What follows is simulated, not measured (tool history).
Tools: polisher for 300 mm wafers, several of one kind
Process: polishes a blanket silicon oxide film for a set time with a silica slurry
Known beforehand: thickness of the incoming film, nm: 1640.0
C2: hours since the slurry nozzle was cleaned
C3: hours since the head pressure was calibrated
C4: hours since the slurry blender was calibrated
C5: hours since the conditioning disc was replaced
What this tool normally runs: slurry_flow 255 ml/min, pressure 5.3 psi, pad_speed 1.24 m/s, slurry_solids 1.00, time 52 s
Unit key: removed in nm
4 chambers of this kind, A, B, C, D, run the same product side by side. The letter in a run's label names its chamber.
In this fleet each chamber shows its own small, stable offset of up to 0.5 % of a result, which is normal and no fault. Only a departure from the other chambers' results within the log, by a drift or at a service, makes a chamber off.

{"day": 0.079, "done": "chamber D: worn pad replaced by a new one"}
{"run": "1D", "day": 0.317, "slurry_flow": 255, "pressure": 5.3, "pad_speed": 1.24, "slurry_solids": 1.0, "time": 52, "wafers polished on this pad": 45, "C2": 275.0, "C3": 47.8, "C4": 125.2, "C5": 37.6, "removed": 200.03}
{"day": 0.583, "done": "chamber B: worn pad replaced by a new one"}
{"run": "2B", "day": 0.621, "slurry_flow": 255, "pressure": 5.3, "pad_speed": 1.24, "slurry_solids": 1.0, "time": 52, "wafers polished on this pad": 7, "C2": 16.3, "C3": 328.2, "C4": 22.0, "C5": 64.4, "removed": 200.25}
{"run": "3A", "day": 1.05, "slurry_flow": 255, "pressure": 5.3, "pad_speed": 1.24, "slurry_solids": 1.0, "time": 52, "wafers polished on this pad": 863, "C2": 633.9, "C3": 1246.9, "C4": 86.7, "C5": 59.8, "removed": 202.51}
{"run": "4C", "day": 1.308, "slurry_flow": 255, "pressure": 5.3, "pad_speed": 1.24, "slurry_solids": 1.0, "time": 52, "wafers polished on this pad": 620, "C2": 284.1, "C3": 257.0, "C4": 476.3, "C5": 90.4, "removed": 201.39}
{"day": 1.362, "done": "chamber A: worn pad replaced by a new one"}
{"run": "5D", "day": 1.608, "slurry_flow": 315, "pressure": 6.6, "pad_speed": 1.24, "slurry_solids": 1.0, "time": 52, "wafers polished on this pad": 290, "C2": 306.0, "C3": 78.8, "C4": 156.2, "C5": 68.6, "removed": 255.63}
{"run": "6A", "day": 2.058, "slurry_flow": 315, "pressure": 6.6, "pad_speed": 1.24, "slurry_solids": 1.0, "time": 52, "wafers polished on this pad": 132, "C2": 658.1, "C3": 1271.1, "C4": 110.9, "C5": 84.0, "removed": 257.01}
{"day": 2.146, "done": "chamber C: conditioning disc replaced and pad reconditioned"}
{"day": 2.35, "done": "chamber D: slurry blender recalibrated"}
{"day": 2.492, "done": "chamber D: worn pad replaced by a new one"}
{"run": "7C", "day": 2.496, "slurry_flow": 315, "pressure": 6.6, "pad_speed": 1.24, "slurry_solids": 1.0, "time": 52, "wafers polished on this pad": 846, "C2": 312.6, "C3": 285.5, "C4": 504.8, "C5": 8.4, "removed": 255.54}
{"day": 2.596, "done": "chamber A: slurry blender recalibrated"}
{"run": "8B", "day": 2.833, "slurry_flow": 315, "pressure": 6.6, "pad_speed": 1.24, "slurry_solids": 1.0, "time": 52, "wafers polished on this pad": 428, "C2": 69.4, "C3": 381.3, "C4": 75.1, "C5": 117.5, "removed": 258.74}
{"day": 3.108, "done": "chamber B: head pressure recalibrated"}
{"run": "9D", "day": 3.212, "slurry_flow": 255, "pressure": 5.3, "pad_speed": 1.24, "slurry_solids": 1.0, "time": 52, "wafers polished on this pad": 137, "C2": 344.5, "C3": 117.3, "C4": 20.7, "C5": 107.1, "removed": 201.82}
{"day": 3.375, "done": "chamber C: worn pad replaced by a new one"}
{"day": 3.388, "done": "chamber C: slurry nozzle cleaned"}
{"run": "10C", "day": 3.483, "slurry_flow": 255, "pressure": 5.3, "pad_speed": 1.24, "slurry_solids": 1.0, "time": 52, "wafers polished on this pad": 20, "C2": 2.4, "C3": 309.2, "C4": 528.5, "C5": 32.1, "removed": 200.36}
{"day": 3.579, "done": "chamber B: worn pad replaced by a new one"}
{"run": "11B", "day": 3.808, "slurry_flow": 255, "pressure": 5.3, "pad_speed": 1.24, "slurry_solids": 1.0, "time": 52, "wafers polished on this pad": 43, "C2": 92.8, "C3": 16.8, "C4": 98.5, "C5": 140.9, "removed": 202.39}
{"day": 3.821, "done": "chamber C: slurry blender recalibrated"}
{"day": 3.892, "done": "chamber A: head pressure recalibrated"}
{"run": "12A", "day": 4.229, "slurry_flow": 255, "pressure": 5.3, "pad_speed": 1.24, "slurry_solids": 1.0, "time": 52, "wafers polished on this pad": 545, "C2": 710.2, "C3": 8.1, "C4": 39.2, "C5": 136.1, "removed": 220.75}
{"run": "13A", "day": 4.546, "slurry_flow": 255, "pressure": 5.3, "pad_speed": 1.24, "slurry_solids": 1.0, "time": 52, "wafers polished on this pad": 606, "C2": 717.8, "C3": 15.7, "C4": 46.8, "C5": 143.7, "removed": 220.33}
{"run": "14D", "day": 4.958, "slurry_flow": 255, "pressure": 5.3, "pad_speed": 1.24, "slurry_solids": 1.0, "time": 52, "wafers polished on this pad": 469, "C2": 386.4, "C3": 159.2, "C4": 62.6, "C5": 149.0, "removed": 201.47}
{"day": 5.292, "done": "chamber A: worn pad replaced by a new one"}
{"run": "15C", "day": 5.404, "slurry_flow": 255, "pressure": 4.3, "pad_speed": 1.24, "slurry_solids": 0.75, "time": 52, "wafers polished on this pad": 386, "C2": 48.5, "C3": 355.3, "C4": 38.1, "C5": 78.2, "removed": 140.7}
{"day": 5.533, "done": "chamber D: worn pad replaced by a new one"}
{"run": "16B", "day": 5.733, "slurry_flow": 255, "pressure": 4.3, "pad_speed": 1.24, "slurry_solids": 0.75, "time": 52, "wafers polished on this pad": 409, "C2": 139.0, "C3": 63.0, "C4": 144.7, "C5": 187.1, "removed": 141.53}
{"run": "17D", "day": 6.071, "slurry_flow": 255, "pressure": 4.3, "pad_speed": 1.24, "slurry_solids": 0.75, "time": 52, "wafers polished on this pad": 102, "C2": 413.1, "C3": 185.9, "C4": 89.3, "C5": 175.7, "removed": 141.55}
{"day": 6.217, "done": "chamber B: worn pad replaced by a new one"}
{"run": "18B", "day": 6.3, "slurry_flow": 255, "pressure": 4.3, "pad_speed": 1.24, "slurry_solids": 0.75, "time": 52, "wafers polished on this pad": 16, "C2": 152.6, "C3": 76.6, "C4": 158.3, "C5": 200.7, "removed": 143.37}
{"day": 6.675, "done": "chamber C: conditioning disc replaced and pad reconditioned"}
{"run": "19C", "day": 6.683, "slurry_flow": 255, "pressure": 5.3, "pad_speed": 1.24, "slurry_solids": 1.0, "time": 52, "wafers polished on this pad": 629, "C2": 79.2, "C3": 386.0, "C4": 68.8, "C5": 0.2, "removed": 200.86}
{"day": 6.917, "done": "chamber A: slurry blender recalibrated"}
{"run": "20A", "day": 7.112, "slurry_flow": 225, "pressure": 5.3, "pad_speed": 1.56, "slurry_solids": 1.0, "time": 52, "wafers polished on this pad": 346, "C2": 779.4, "C3": 77.3, "C4": 4.8, "C5": 205.3, "removed": 265.64}
{"run": "21D", "day": 7.479, "slurry_flow": 225, "pressure": 5.3, "pad_speed": 1.56, "slurry_solids": 1.0, "time": 52, "wafers polished on this pad": 370, "C2": 446.9, "C3": 219.7, "C4": 123.1, "C5": 209.5, "removed": 238.09}
{"run": "22A", "day": 7.712, "slurry_flow": 225, "pressure": 5.3, "pad_speed": 1.56, "slurry_solids": 1.0, "time": 52, "wafers polished on this pad": 460, "C2": 793.8, "C3": 91.7, "C4": 19.2, "C5": 219.7, "removed": 264.62}
{"day": 7.992, "done": "chamber C: worn pad replaced by a new one"}
{"run": "23B", "day": 8.192, "slurry_flow": 225, "pressure": 5.3, "pad_speed": 1.56, "slurry_solids": 1.0, "time": 52, "wafers polished on this pad": 376, "C2": 198.0, "C3": 122.0, "C4": 203.7, "C5": 246.1, "removed": 238.74}
{"run": "24C", "day": 8.438, "slurry_flow": 255, "pressure": 5.3, "pad_speed": 1.24, "slurry_solids": 1.0, "time": 52, "wafers polished on this pad": 84, "C2": 121.3, "C3": 428.1, "C4": 110.9, "C5": 42.3, "removed": 200.53}
{"day": 8.504, "done": "chamber D: worn pad replaced by a new one"}
{"run": "25D", "day": 8.7, "slurry_flow": 255, "pressure": 5.3, "pad_speed": 1.24, "slurry_solids": 1.0, "time": 52, "wafers polished on this pad": 37, "C2": 476.2, "C3": 249.0, "C4": 152.4, "C5": 238.8, "removed": 206.19}
{"day": 9.104, "done": "chamber B: worn pad replaced by a new one"}
{"run": "26A", "day": 9.2, "slurry_flow": 255, "pressure": 5.3, "pad_speed": 1.24, "slurry_solids": 1.0, "time": 52, "wafers polished on this pad": 743, "C2": 829.5, "C3": 127.4, "C4": 54.9, "C5": 255.4, "removed": 221.25}
{"run": "27B", "day": 9.583, "slurry_flow": 255, "pressure": 5.3, "pad_speed": 1.24, "slurry_solids": 1.0, "time": 52, "wafers polished on this pad": 91, "C2": 231.4, "C3": 155.4, "C4": 237.1, "C5": 279.5, "removed": 201.61}
{"run": "28C", "day": 9.879, "slurry_flow": 255, "pressure": 5.3, "pad_speed": 1.24, "slurry_solids": 1.0, "time": 52, "wafers polished on this pad": 359, "C2": 155.9, "C3": 462.7, "C4": 145.5, "C5": 76.9, "removed": 201.55}
{"run": "29B", "day": 10.129, "slurry_flow": 255, "pressure": 5.3, "pad_speed": 1.24, "slurry_solids": 1.0, "time": 52, "wafers polished on this pad": 194, "C2": 244.5, "C3": 168.5, "C4": 250.2, "C5": 292.6, "removed": 202.94}
{"day": 10.15, "done": "chamber A: worn pad replaced by a new one"}
{"run": "30D", "day": 10.475, "slurry_flow": 255, "pressure": 5.3, "pad_speed": 1.24, "slurry_solids": 1.0, "time": 52, "wafers polished on this pad": 374, "C2": 518.8, "C3": 291.6, "C4": 195.0, "C5": 281.4, "removed": 202.76}
{"run": "31C", "day": 10.875, "slurry_flow": 255, "pressure": 5.3, "pad_speed": 1.24, "slurry_solids": 1.0, "time": 52, "wafers polished on this pad": 548, "C2": 179.8, "C3": 486.6, "C4": 169.4, "C5": 100.8, "removed": 203.73}
{"day": 11.017, "done": "chamber D: slurry blender recalibrated"}
{"day": 11.071, "done": "chamber C: conditioning disc replaced and pad reconditioned"}
{"run": "32A", "day": 11.246, "slurry_flow": 255, "pressure": 5.3, "pad_speed": 1.24, "slurry_solids": 1.0, "time": 52, "wafers polished on this pad": 209, "C2": 878.6, "C3": 176.5, "C4": 104.0, "C5": 304.5, "removed": 222.6}
{"day": 11.538, "done": "chamber B: worn pad replaced by a new one"}
{"day": 11.588, "done": "chamber A: slurry blender recalibrated"}
{"day": 11.675, "done": "chamber D: worn pad replaced by a new one"}
{"run": "33B", "day": 11.742, "slurry_flow": 255, "pressure": 5.3, "pad_speed": 1.24, "slurry_solids": 1.0, "time": 52, "wafers polished on this pad": 39, "C2": 283.2, "C3": 207.2, "C4": 288.9, "C5": 331.3, "removed": 203.76}
{"run": "34D", "day": 12.154, "slurry_flow": 255, "pressure": 5.3, "pad_speed": 1.24, "slurry_solids": 1.0, "time": 52, "wafers polished on this pad": 91, "C2": 559.1, "C3": 331.9, "C4": 27.3, "C5": 321.7, "removed": 205.66}
{"run": "35C", "day": 12.504, "slurry_flow": 255, "pressure": 5.3, "pad_speed": 1.24, "slurry_solids": 1.0, "time": 52, "wafers polished on this pad": 858, "C2": 218.9, "C3": 525.7, "C4": 208.5, "C5": 34.4, "removed": 197.24}
{"run": "36A", "day": 12.854, "slurry_flow": 255, "pressure": 5.3, "pad_speed": 1.24, "slurry_solids": 1.0, "time": 52, "wafers polished on this pad": 514, "C2": 917.2, "C3": 215.1, "C4": 30.4, "C5": 343.1, "removed": 222.02}

Next, every chamber runs the same settings. What will each give?
{"run": "37A", "day": 13.229, "slurry_flow": 255, "pressure": 5.3, "pad_speed": 1.24, "slurry_solids": 1.0, "time": 52, "removed": "?"}
{"run": "37B", "day": 13.229, "slurry_flow": 255, "pressure": 5.3, "pad_speed": 1.24, "slurry_solids": 1.0, "time": 52, "removed": "?"}
{"run": "37C", "day": 13.229, "slurry_flow": 255, "pressure": 5.3, "pad_speed": 1.24, "slurry_solids": 1.0, "time": 52, "removed": "?"}
{"run": "37D", "day": 13.229, "slurry_flow": 255, "pressure": 5.3, "pad_speed": 1.24, "slurry_solids": 1.0, "time": 52, "removed": "?"}

run=37A removed=219.95
run=37B removed=204.72
run=37C removed=199.42
run=37D removed=202.38
